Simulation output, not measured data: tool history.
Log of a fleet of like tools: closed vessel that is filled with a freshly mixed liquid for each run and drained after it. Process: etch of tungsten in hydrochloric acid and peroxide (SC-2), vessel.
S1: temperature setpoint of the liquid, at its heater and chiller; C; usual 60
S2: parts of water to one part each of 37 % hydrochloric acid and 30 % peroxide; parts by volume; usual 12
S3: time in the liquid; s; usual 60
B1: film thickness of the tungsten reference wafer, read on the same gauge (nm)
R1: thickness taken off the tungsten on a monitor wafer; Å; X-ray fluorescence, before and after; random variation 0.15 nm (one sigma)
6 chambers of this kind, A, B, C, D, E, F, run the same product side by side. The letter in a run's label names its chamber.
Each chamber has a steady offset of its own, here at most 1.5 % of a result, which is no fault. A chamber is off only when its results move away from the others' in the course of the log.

run 1D day=0.192 | S1=60 S2=12 S3=60 | B1=50.004 | R1=185.84
run 2A day=0.492 | S1=60 S2=12 S3=60 | B1=50.011 | R1=184.23
run 3C day=0.8 | S1=60 S2=12 S3=60 | B1=50.009 | R1=183.04
run 4B day=1.058 | S1=60 S2=12 S3=60 | B1=49.996 | R1=180.33
-- day=1.142 chamber A: chemicals flow meter replaced
run 5F day=1.392 | S1=60 S2=12 S3=60 | B1=50.006 | R1=183.53
run 6E day=1.662 | S1=60 S2=12 S3=60 | B1=49.989 | R1=182.56
run 7F day=1.854 | S1=60 S2=12 S3=60 | B1=50.002 | R1=182.14
run 8E day=2.071 | S1=60 S2=12 S3=60 | B1=49.998 | R1=182.94
run 9D day=2.25 | S1=60 S2=15.5 S3=60 | B1=49.988 | R1=149.55
run 10A day=2.425 | S1=60 S2=15.5 S3=60 | B1=50.022 | R1=145.04
run 11C day=2.746 | S1=60 S2=15.5 S3=60 | B1=50.017 | R1=146.29
run 12B day=3.012 | S1=60 S2=15.5 S3=60 | B1=50.013 | R1=144.76
run 13D day=3.171 | S1=60 S2=15.5 S3=60 | B1=50.017 | R1=150.45
run 14E day=3.421 | S1=60 S2=15.5 S3=60 | B1=50.006 | R1=144.77
run 15B day=3.696 | S1=60 S2=12 S3=60 | B1=50 | R1=182.19
run 16F day=3.917 | S1=60 S2=12 S3=60 | B1=49.97 | R1=184.13
run 17A day=4.254 | S1=60 S2=12 S3=60 | B1=50.023 | R1=179.28
run 18C day=4.55 | S1=60 S2=12 S3=60 | B1=49.955 | R1=180.11
run 19C day=4.892 | S1=60 S2=12 S3=60 | B1=49.988 | R1=180.74
-- day=4.962 chamber B: thermometer replaced
run 20F day=5.133 | S1=60 S2=14.5 S3=45 | B1=50.025 | R1=115.89
-- day=5.275 chamber B: new drum of peroxide connected
run 21B day=5.45 | S1=60 S2=14.5 S3=45 | B1=50.007 | R1=116.14
run 22E day=5.725 | S1=60 S2=14.5 S3=45 | B1=50.005 | R1=112.14
run 23A day=6.012 | S1=60 S2=14.5 S3=45 | B1=50.007 | R1=114.29
run 24D day=6.267 | S1=60 S2=14.5 S3=45 | B1=50.014 | R1=117.67
run 25D day=6.475 | S1=60 S2=14.5 S3=45 | B1=49.962 | R1=120.29
run 26A day=6.654 | S1=60 S2=8 S3=60 | B1=50.011 | R1=254.23
run 27C day=6.958 | S1=60 S2=8 S3=60 | B1=49.986 | R1=258.36
run 28B day=7.254 | S1=60 S2=8 S3=60 | B1=49.999 | R1=256.84
run 29F day=7.529 | S1=60 S2=8 S3=60 | B1=49.984 | R1=256.86
run 30E day=7.758 | S1=60 S2=8 S3=60 | B1=49.984 | R1=237.37
run 31C day=8.075 | S1=60 S2=8 S3=60 | B1=50.004 | R1=255.67
-- day=8.117 chamber F: thermometer replaced
run 32E day=8.342 | S1=56 S2=17.5 S3=60 | B1=49.987 | R1=93.921
run 33F day=8.667 | S1=56 S2=17.5 S3=60 | B1=50.01 | R1=103.6
run 34D day=8.842 | S1=56 S2=17.5 S3=60 | B1=50.004 | R1=103.86
run 35B day=8.996 | S1=56 S2=17.5 S3=60 | B1=49.98 | R1=100.47
run 36A day=9.175 | S1=56 S2=17.5 S3=60 | B1=49.997 | R1=101.83
run 37F day=9.442 | S1=56 S2=17.5 S3=60 | B1=49.992 | R1=101.09
run 38A day=9.729 | S1=60 S2=12 S3=60 | B1=50.015 | R1=183.74
run 39C day=10 | S1=60 S2=15.5 S3=60 | B1=49.987 | R1=146.41
run 40E day=10.308 | S1=60 S2=15.5 S3=60 | B1=50.004 | R1=134.06
run 41B day=10.529 | S1=60 S2=15.5 S3=60 | B1=50.007 | R1=144.32
run 42D day=10.829 | S1=60 S2=15.5 S3=60 | B1=49.988 | R1=148.35

All 6 chambers run these settings next. Forecast each chamber's results:
run 43A day=11.079 | S1=60 S2=16 S3=60 | R1=?
run 43B day=11.079 | S1=60 S2=16 S3=60 | R1=?
run 43C day=11.079 | S1=60 S2=16 S3=60 | R1=?
run 43D day=11.079 | S1=60 S2=16 S3=60 | R1=?
run 43E day=11.079 | S1=60 S2=16 S3=60 | R1=?
run 43F day=11.079 | S1=60 S2=16 S3=60 | R1=?

run=43A R1=141.61
run=43B R1=140.92
run=43C R1=142.29
run=43D R1=144.75
run=43E R1=128.61
run=43F R1=142.18
